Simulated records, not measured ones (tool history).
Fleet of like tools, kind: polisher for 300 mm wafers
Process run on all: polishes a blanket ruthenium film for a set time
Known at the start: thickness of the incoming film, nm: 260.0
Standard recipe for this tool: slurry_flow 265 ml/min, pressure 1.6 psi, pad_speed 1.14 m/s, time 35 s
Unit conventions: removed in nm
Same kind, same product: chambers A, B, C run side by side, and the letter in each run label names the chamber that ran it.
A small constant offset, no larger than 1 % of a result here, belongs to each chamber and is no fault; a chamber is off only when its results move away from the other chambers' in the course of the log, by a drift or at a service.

run,day,slurry_flow,pressure,pad_speed,time,removed
1A,0.179,265,1.6,1.14,35,39.691
2B,0.283,265,1.6,1.14,35,40.115
3C,0.4,265,1.6,1.14,35,40.557
4A,0.583,265,1.6,1.14,35,39.701
5C,0.696,265,1.6,1.14,35,39.73
# day 0.846: chamber B: slurry nozzle cleaned
6B,0.9,265,1.6,1.14,35,39.654
7A,1.062,265,1.6,1.14,35,40.204
8B,1.217,265,1.6,1.14,35,39.999
9C,1.442,265,1.6,1.14,35,39.904
10B,1.542,265,1.6,1.14,35,39.609
11A,1.75,265,1.6,1.14,35,39.895
12C,1.917,265,1.6,1.14,35,39.862
13C,2.112,265,1.6,1.14,35,40.159
14A,2.275,265,1.6,1.14,35,39.913
# day 2.292: chamber B: worn pad replaced by a new one
15B,2.492,265,1.6,1.14,35,40.024
16A,2.633,265,1.6,1.14,35,39.959
17B,2.838,265,1.6,1.14,35,39.984
# day 2.925: chamber A: worn pad replaced by a new one
18C,2.95,265,1.6,1.14,35,40.088
19A,3.142,265,1.6,1.14,35,39.933
20C,3.296,265,1.6,1.14,35,40.309
21B,3.471,265,1.6,1.14,35,39.965
22C,3.646,265,1.6,1.14,35,39.81
23B,3.854,265,1.6,1.14,35,39.842
24A,4.071,265,1.6,1.14,35,39.984
# day 4.092: chamber C: worn pad replaced by a new one
25A,4.238,265,1.6,1.14,35,40.129
26B,4.446,265,1.6,1.14,35,39.953
27C,4.562,265,1.6,1.14,35,40.056
# day 4.692: chamber B: head pressure recalibrated
28A,4.704,265,1.6,1.14,27,30.781
29B,4.825,265,1.6,1.14,27,30.879
30C,4.979,265,1.6,1.14,27,30.913

Which is it: a chamber that has drifted or been left off by a service, a gauge drift common to all chambers, or only each chamber's usual small offset? If a chamber is off, name it and its likeliest cause.

No chamber is off and the gauge is stable; the differences are just each chamber's small, constant offset.

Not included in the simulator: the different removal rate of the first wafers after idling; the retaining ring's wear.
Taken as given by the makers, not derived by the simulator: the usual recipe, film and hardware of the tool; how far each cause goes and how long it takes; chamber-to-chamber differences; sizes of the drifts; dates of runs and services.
